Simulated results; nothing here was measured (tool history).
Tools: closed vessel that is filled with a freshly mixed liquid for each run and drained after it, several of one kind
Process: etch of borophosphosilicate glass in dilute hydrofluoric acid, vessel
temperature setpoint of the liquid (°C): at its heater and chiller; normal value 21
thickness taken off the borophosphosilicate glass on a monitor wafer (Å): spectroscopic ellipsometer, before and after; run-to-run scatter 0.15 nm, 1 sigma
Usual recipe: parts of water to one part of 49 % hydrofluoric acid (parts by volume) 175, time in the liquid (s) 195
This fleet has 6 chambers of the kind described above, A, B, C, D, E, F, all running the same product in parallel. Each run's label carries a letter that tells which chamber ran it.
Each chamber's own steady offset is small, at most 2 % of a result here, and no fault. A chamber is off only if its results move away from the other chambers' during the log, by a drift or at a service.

run	hour	temperature setpoint of the liquid (°C)	parts of water to one part of 49 % hydrofluoric acid (parts by volume)	time in the liquid (s)	read-back film thickness of the borophosphosilicate glass reference wafer, read on the same gauge (nm)	thickness taken off the borophosphosilicate glass on a monitor wafer (Å)
1F	4.6	21	175	195	140	472.98
2D	8	21	175	195	140.01	463.04
3B	11.8	21	175	195	139.97	479.06
4A	13.9	21	175	195	139.97	467.15
5E	16.8	21	175	195	140	467.69
6C	18.9	24	175	195	139.99	517.03
7F	23.6	24	175	195	139.94	532.92
8D	26.8	24	175	195	140.05	524.87
9C	31.5	24	175	195	140.02	520.65
10B	35.4	24	175	195	139.98	532.84
11E	39.9	24	175	195	140.02	525.79
12A	42.5	21	175	195	140	465.29
13B	46.8	18.5	175	125	140.02	276.9
14A	50.9	18.5	175	125	140	271.2
15E	53.2	18.5	175	125	139.99	274
16D	57.1	18.5	175	125	140	269.87
17F	61.1	18.5	175	125	140.06	276.88
18C	65.4	18.5	175	125	139.97	269.53
19F	68.3	21	255	155	139.97	242.43
20B	72.7	21	255	155	140.02	241.44
21D	75.5	21	255	155	140.02	234.93
22E	78.9	21	255	155	140.05	237.89
23C	83.5	21	255	155	140.01	234.22
24A	87	21	255	155	139.98	233.51
25D	90.9	21	175	195	140	463.82
26A	94.7	21	215	100	140.04	186.07
27C	98.7	21	215	100	139.98	184.93
28F	103.5	21	215	100	140.03	195.81
29E	106.1	21	215	100	139.98	188.09
30B	110.3	21	215	100	140.03	191.09
31E	114	21	215	100	140.02	188.06
32D	118.6	21	175	195	140.01	464.63
33F	121.1	21	175	195	140.01	485.59
34A	124.6	21	175	195	139.98	466.47
35B	128.3	21	175	195	140.03	479.36
36C	132.3	21	110	195	140.03	798.51
37D	136.6	21	110	195	140.04	787.01
38E	140	21	110	195	139.98	792.15
39B	144.8	21	110	195	140.02	816.09
40C	148.2	21	110	195	139.97	795.57
41F	151.7	21	110	195	140.01	834.47

Which is it: a chamber that has drifted or been left off by a service, a gauge drift common to all chambers, or only each chamber's usual small offset? If a chamber is off, name it and its likeliest cause.

It is chamber F that slowly wanders off from its peers.
Cause: liquid hotter than its thermometer reads (K) = 1.11.
With only this log, it may be confused with: hydrofluoric acid flow above the setpoint (%).

Which of the 4 candidates below, each the usual settings with something changed and its results left as question marks, puts chamber F back in line with what the other chambers give on the usual settings?
A result is in line if it is within this distance of the other chambers' mean on the usual settings: thickness taken off the borophosphosilicate glass on a monitor wafer (Å) 5.3
42F-1	155.2	21	170	195		?
42F-2	155.2	21	175	205		?
42F-3	155.2	21	175	185		?
42F-4	155.2	21	175	190		?

Usual-settings mean across the other chambers: thickness taken off the borophosphosilicate glass on a monitor wafer (Å) 468.49
run	thickness taken off the borophosphosilicate glass on a monitor wafer (Å)
42F-1	511.18
42F-2	519.53
42F-3	468.85
42F-4	481.52
Change 42F-3 lands the chamber within the allowed miss of the other chambers.
